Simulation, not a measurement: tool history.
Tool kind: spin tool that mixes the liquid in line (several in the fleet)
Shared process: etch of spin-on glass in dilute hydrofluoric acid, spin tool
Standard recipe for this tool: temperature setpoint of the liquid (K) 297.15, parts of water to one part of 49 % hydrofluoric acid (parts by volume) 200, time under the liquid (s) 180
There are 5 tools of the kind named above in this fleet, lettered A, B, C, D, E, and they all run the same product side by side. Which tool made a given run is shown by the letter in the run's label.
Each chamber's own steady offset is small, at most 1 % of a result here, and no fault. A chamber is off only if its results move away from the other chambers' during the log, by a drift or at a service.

run   hour  temperature setpoint of the liquid (K)  parts of water to one part of 49 % hydrofluoric acid (parts by volume)  time under the liquid (s)  read-back film thickness of the spin-on glass reference wafer, read on the same gauge (nm)  thickness taken off the spin-on glass on a monitor wafer (angstrom)
 1E   10.3                                  297.15                                                                     200                        180                                                                                      59.965                                                               257.91
 2B   20.1                                  297.15                                                                     200                        180                                                                                      60.041                                                               258.02
 3D   31.2                                  297.15                                                                     200                        180                                                                                      60.021                                                               255.02
 4C   44.8                                  297.15                                                                     200                        180                                                                                      59.963                                                               259.85
 5A   52.9                                  297.15                                                                     200                        180                                                                                      59.993                                                               258.48
 6D   66.1                                  301.65                                                                     200                        285                                                                                      60.029                                                               468.78
 7E   74.4                                  301.65                                                                     200                        285                                                                                      60.001                                                               476.61
 8C     87                                  301.65                                                                     200                        285                                                                                      59.982                                                               478.87
 9B   93.6                                  301.65                                                                     200                        285                                                                                      60.009                                                               475.95
10A  100.2                                  301.65                                                                     200                        285                                                                                      59.985                                                               479.45
11B  110.5                                  297.15                                                                     200                        180                                                                                      60.074                                                               256.74
12D  121.2                                  297.15                                                                     200                        180                                                                                      59.982                                                               258.65
     123.2  -- chamber C: thermometer replaced
13E  131.4                                  297.15                                                                     200                        180                                                                                      59.922                                                               256.55
14A  139.9                                  297.15                                                                     200                        180                                                                                      60.023                                                               258.74
15C  149.8                                  297.15                                                                     200                        180                                                                                      60.036                                                               255.88
16D  157.1                                  297.15                                                                     200                        180                                                                                      60.022                                                               257.55
17E  163.4                                  297.15                                                                     200                        180                                                                                       59.99                                                               259.21
18B  176.7                                  297.15                                                                     200                        100                                                                                      60.011                                                               140.59
19A  189.2                                  297.15                                                                     200                        100                                                                                      59.969                                                               142.31
20C    198                                  297.15                                                                     200                        100                                                                                      60.005                                                                141.8
     200.6  -- chamber E: thermometer replaced
21D  207.8                                  297.15                                                                     200                        100                                                                                      60.053                                                               139.36
22B  216.5                                  297.15                                                                     200                        100                                                                                      60.007                                                               142.91
23E  225.1                                  297.15                                                                     200                        180                                                                                      59.991                                                               259.17
24C  235.2                                  297.15                                                                     200                        180                                                                                      60.014                                                               258.45
25A  248.1                                  297.15                                                                     200                        180                                                                                      59.994                                                               255.83
26B  258.1                                  297.15                                                                     200                        180                                                                                      59.983                                                               255.77
27C  265.2                                  297.15                                                                     200                        180                                                                                      60.012                                                               253.73
28E  275.6                                  297.15                                                                     200                        180                                                                                      59.958                                                               259.58
29A  283.8                                  297.15                                                                     200                        180                                                                                      59.979                                                               256.94
30D  294.1                                  297.15                                                                     200                        180                                                                                      60.006                                                               245.08
31B  306.2                                  297.15                                                                     200                        180                                                                                      60.011                                                               258.91
32E  316.7                                  297.15                                                                     200                        180                                                                                      59.968                                                               256.23
33A  324.1                                  297.15                                                                     200                        180                                                                                          60                                                               257.98
34D  337.4                                  297.15                                                                     140                        180                                                                                      60.004                                                               373.36
35C  348.1                                  297.15                                                                     140                        180                                                                                      60.031                                                               387.98
36C  356.7                                  297.15                                                                     140                        180                                                                                      60.025                                                               394.16
37B  366.6                                  297.15                                                                     140                        180                                                                                      59.998                                                               387.73
38E  373.1                                  297.15                                                                     140                        180                                                                                      60.018                                                               386.04

Predict what each chamber gives when all 5 of them run the settings below next.
39A  383.2                                  297.15                                                                     200                        180                                                                                                                                                                ?
39B  383.2                                  297.15                                                                     200                        180                                                                                                                                                                ?
39C  383.2                                  297.15                                                                     200                        180                                                                                                                                                                ?
39D  383.2                                  297.15                                                                     200                        180                                                                                                                                                                ?
39E  383.2                                  297.15                                                                     200                        180                                                                                                                                                                ?

run  thickness taken off the spin-on glass on a monitor wafer (angstrom)
39A                                                               259.63
39B                                                               258.61
39C                                                               256.37
39D                                                               237.37
39E                                                               257.47
